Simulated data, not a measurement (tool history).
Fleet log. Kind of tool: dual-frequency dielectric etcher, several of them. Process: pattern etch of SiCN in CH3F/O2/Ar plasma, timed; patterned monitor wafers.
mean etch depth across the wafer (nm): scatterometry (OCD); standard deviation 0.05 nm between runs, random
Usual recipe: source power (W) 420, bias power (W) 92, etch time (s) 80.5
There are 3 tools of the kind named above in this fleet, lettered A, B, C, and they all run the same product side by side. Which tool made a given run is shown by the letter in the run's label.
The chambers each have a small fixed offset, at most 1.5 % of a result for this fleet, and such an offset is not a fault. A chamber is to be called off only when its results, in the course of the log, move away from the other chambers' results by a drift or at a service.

run   hour  source power (W)  bias power (W)  etch time (s)  read-back reference wafer on the same gauge, depth_nm  mean etch depth across the wafer (nm)
 1A    6.8               420              92           80.5                                                 35.309                                 33.707
 2C   12.7               420              92           80.5                                                 35.311                                 33.972
 3B   18.6               420              92           80.5                                                 35.316                                 33.448
 4C   24.4               420              92           80.5                                                 35.336                                 33.988
 5B     30               420             102           80.5                                                 35.325                                 34.754
 6A   35.7               420             102           80.5                                                 35.329                                 35.067
 7A   40.9               420             102           80.5                                                 35.338                                 35.112
 8C   44.8               420              92           80.5                                                 35.341                                 34.012
 9B   49.5               510              78           80.5                                                 35.344                                 33.853
10B   54.9               510              78           80.5                                                 35.358                                 33.927
11C   60.9               510              78           80.5                                                 35.363                                 34.381
12A   67.1               420              92           80.5                                                  35.36                                 33.722
13B   71.2               420              92           80.5                                                 35.376                                 33.566
14C   76.9               420              92           80.5                                                 35.368                                 34.077
15A   81.9               420              92           80.5                                                 35.372                                 33.652
16C   88.4               420              92           80.5                                                 35.385                                 34.013
17B   92.7               420              92           80.5                                                 35.383                                 33.587
18A   99.3               420              92           80.5                                                 35.396                                 33.726
19C    105               420              92           80.5                                                 35.385                                 34.006
20A  108.3               420              92           80.5                                                 35.411                                 33.767
21B  114.3               420              92           80.5                                                 35.409                                 33.526
22B  120.3               420              92           80.5                                                 35.406                                 33.598
23A  123.9               420              92           80.5                                                 35.421                                 33.762
24C  128.2               420              92           80.5                                                 35.407                                 34.107
25B  134.5               420              92           80.5                                                 35.417                                 33.568
26A  140.8               420              92           80.5                                                 35.439                                 33.818
27C  147.6               420              92           80.5                                                 35.427                                 34.123
28B  150.6               420              92           80.5                                                 35.456                                 33.535
29C  153.6               420              92           80.5                                                 35.445                                 34.118
30A  157.3               420              92           80.5                                                 35.457                                 33.815
31C  164.1               420              92           80.5                                                 35.465                                 34.131
32A  170.2               420              92           80.5                                                 35.455                                 33.759
33B  174.1               420              92           80.5                                                 35.477                                 33.674
34C  180.3               420              92           80.5                                                 35.475                                  34.13
35B  185.8               420              92           80.5                                                  35.49                                  33.57
36A    191               420              92           99.5                                                 35.486                                 41.837
37A  197.9               420              92           99.5                                                 35.488                                 41.852
38C  203.4               420              92           99.5                                                 35.502                                 42.225
39B  207.9               420              92           80.5                                                 35.516                                  33.62
40A  214.6               420              92           80.5                                                 35.482                                  33.87
41C  221.4               420              92           80.5                                                 35.503                                 34.282

All chambers now run identical settings, listed one chamber a line with results as question marks. What results will each chamber show?
42A  226.3               370              92           80.5                                                                                             ?
42B  226.3               370              92           80.5                                                                                             ?
42C  226.3               370              92           80.5                                                                                             ?

run  mean etch depth across the wafer (nm)
42A                                 32.282
42B                                 32.143
42C                                 32.632
